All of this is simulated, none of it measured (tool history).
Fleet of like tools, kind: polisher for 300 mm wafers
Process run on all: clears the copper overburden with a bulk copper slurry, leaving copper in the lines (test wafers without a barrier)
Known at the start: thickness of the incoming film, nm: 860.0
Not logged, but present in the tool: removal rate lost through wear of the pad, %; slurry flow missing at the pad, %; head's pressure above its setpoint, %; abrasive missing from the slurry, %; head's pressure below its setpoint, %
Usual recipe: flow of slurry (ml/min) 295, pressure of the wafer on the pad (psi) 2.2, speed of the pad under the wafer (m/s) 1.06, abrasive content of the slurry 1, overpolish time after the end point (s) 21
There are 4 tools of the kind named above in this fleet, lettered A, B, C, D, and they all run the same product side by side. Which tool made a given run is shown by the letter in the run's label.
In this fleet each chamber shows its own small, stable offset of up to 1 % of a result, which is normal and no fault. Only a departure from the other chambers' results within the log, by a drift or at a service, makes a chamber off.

run,hour,flow of slurry (ml/min),pressure of the wafer on the pad (psi),speed of the pad under the wafer (m/s),abrasive content of the slurry,overpolish time after the end point (s),wafers polished on this pad,hours since the slurry nozzle was cleaned,hours since the head pressure was calibrated,hours since the slurry blender was calibrated,time until the end point was called (s),dishing of a wide line in a test structure (Å)
1C,9.7,295,2.2,1.06,1,21,570,17.3,64.0,343.2,140.64,628.94
# hour 10.4: chamber C: slurry blender recalibrated
# hour 14.3: chamber C: worn pad replaced by a new one
2D,15.8,295,2.2,1.06,1,21,531,763.9,890.3,147.4,140.30,631.64
3B,24.9,295,2.2,1.06,1,21,812,386.1,79.8,149.8,138.28,636.28
4A,33.3,295,2.2,1.06,1,21,1015,157.0,242.5,187.1,140.54,617.29
5D,39.5,295,2.2,1.06,1,21,666,787.6,914.0,171.1,137.46,614.16
# hour 41.7: chamber B: worn pad replaced by a new one
6B,46.8,295,2.2,1.06,1,21,29,408.0,101.7,171.7,138.45,635.57
7A,52.3,295,2.2,1.06,1,21,1123,176.0,261.5,206.1,137.33,613.63
8C,59.4,295,2.2,1.06,1,21,257,67.0,113.7,49.0,136.77,619.94
9A,69.5,295,2.2,1.06,1,21,1221,193.2,278.7,223.3,137.71,616.80
10C,76.8,295,2.2,1.06,1,21,356,84.4,131.1,66.4,139.20,620.10
# hour 85.0: chamber A: worn pad replaced by a new one
11B,86.8,295,2.8,1.06,1,21,257,448.0,141.7,211.7,107.77,735.76
12D,95.4,295,2.8,1.06,1,21,985,843.5,969.9,227.0,108.75,742.05
# hour 96.2: chamber C: worn pad replaced by a new one
13B,103.5,295,2.8,1.06,1,21,352,464.7,158.4,228.4,109.82,742.16
14C,108.7,295,2.8,1.06,1,21,71,116.3,163.0,98.3,108.38,731.01
# hour 112.0: chamber D: slurry nozzle cleaned
# hour 113.3: chamber D: slurry blender recalibrated
15A,118.0,295,2.2,1.06,1,21,188,241.7,327.2,271.8,138.34,616.57
16D,124.0,295,2.2,1.06,1,21,1148,12.1,998.5,10.8,143.41,623.71
17A,132.2,295,2.2,1.06,1,21,269,255.9,341.4,286.0,135.61,626.81
# hour 136.5: chamber D: worn pad replaced by a new one
18D,140.9,295,2.2,1.06,1,21,25,29.0,1015.4,27.7,136.08,610.62
19C,148.5,295,2.2,1.06,1,21,298,156.1,202.8,138.1,136.74,627.79
20B,158.6,295,2.2,1.06,1,21,666,519.8,213.5,283.5,140.00,626.42
21C,163.3,295,2.2,1.06,1,21,382,170.9,217.6,152.9,140.51,626.87
22A,169.9,295,2.2,1.06,1,21,484,293.6,379.1,323.7,137.39,623.40
# hour 172.7: chamber A: slurry blender recalibrated
23B,177.9,295,2.2,1.06,1,21,776,539.1,232.8,302.8,141.64,621.41
24D,186.5,295,2.2,1.06,1,21,285,74.6,1061.0,73.3,140.28,619.90
25A,191.3,225,2.2,1.34,1,21,606,315.0,400.5,18.6,110.51,692.34
# hour 191.4: chamber B: worn pad replaced by a new one
# hour 197.5: chamber C: worn pad replaced by a new one
26C,198.5,225,2.2,1.34,1,21,5,206.1,252.8,188.1,111.71,679.21
27D,208.1,225,2.2,1.34,1,21,408,96.2,1082.6,94.9,110.69,691.96
28B,212.7,225,2.2,1.34,1,21,121,573.9,267.6,337.6,116.01,669.29
29D,220.3,295,2.2,1.06,1,21,477,108.4,1094.8,107.1,138.08,627.07
30A,226.8,295,2.2,1.06,1,21,808,350.5,436.0,54.1,136.85,624.59
31B,233.7,295,2.2,1.06,1,21,241,594.9,288.6,358.6,149.64,610.11
32C,240.0,295,2.2,1.06,1,21,242,247.6,294.3,229.6,138.03,621.04
33D,247.4,295,2.2,1.06,1,21,632,135.5,1121.9,134.2,137.49,628.97
34A,251.9,295,2.2,1.06,1,21,951,375.6,461.1,79.2,136.60,637.60
35B,258.7,210,2.2,1.06,1,25,384,619.9,313.6,383.6,151.79,661.18

Next, all 4 chambers run the settings below, one line each with question marks for the results. What does each chamber give?
36A,266.1,295,2.2,1.06,1,21,,,,,?,?
36B,266.1,295,2.2,1.06,1,21,,,,,?,?
36C,266.1,295,2.2,1.06,1,21,,,,,?,?
36D,266.1,295,2.2,1.06,1,21,,,,,?,?

run,time until the end point was called (s),dishing of a wide line in a test structure (Å)
36A,137.90,625.07
36B,150.92,597.35
36C,139.20,621.64
36D,134.97,612.54
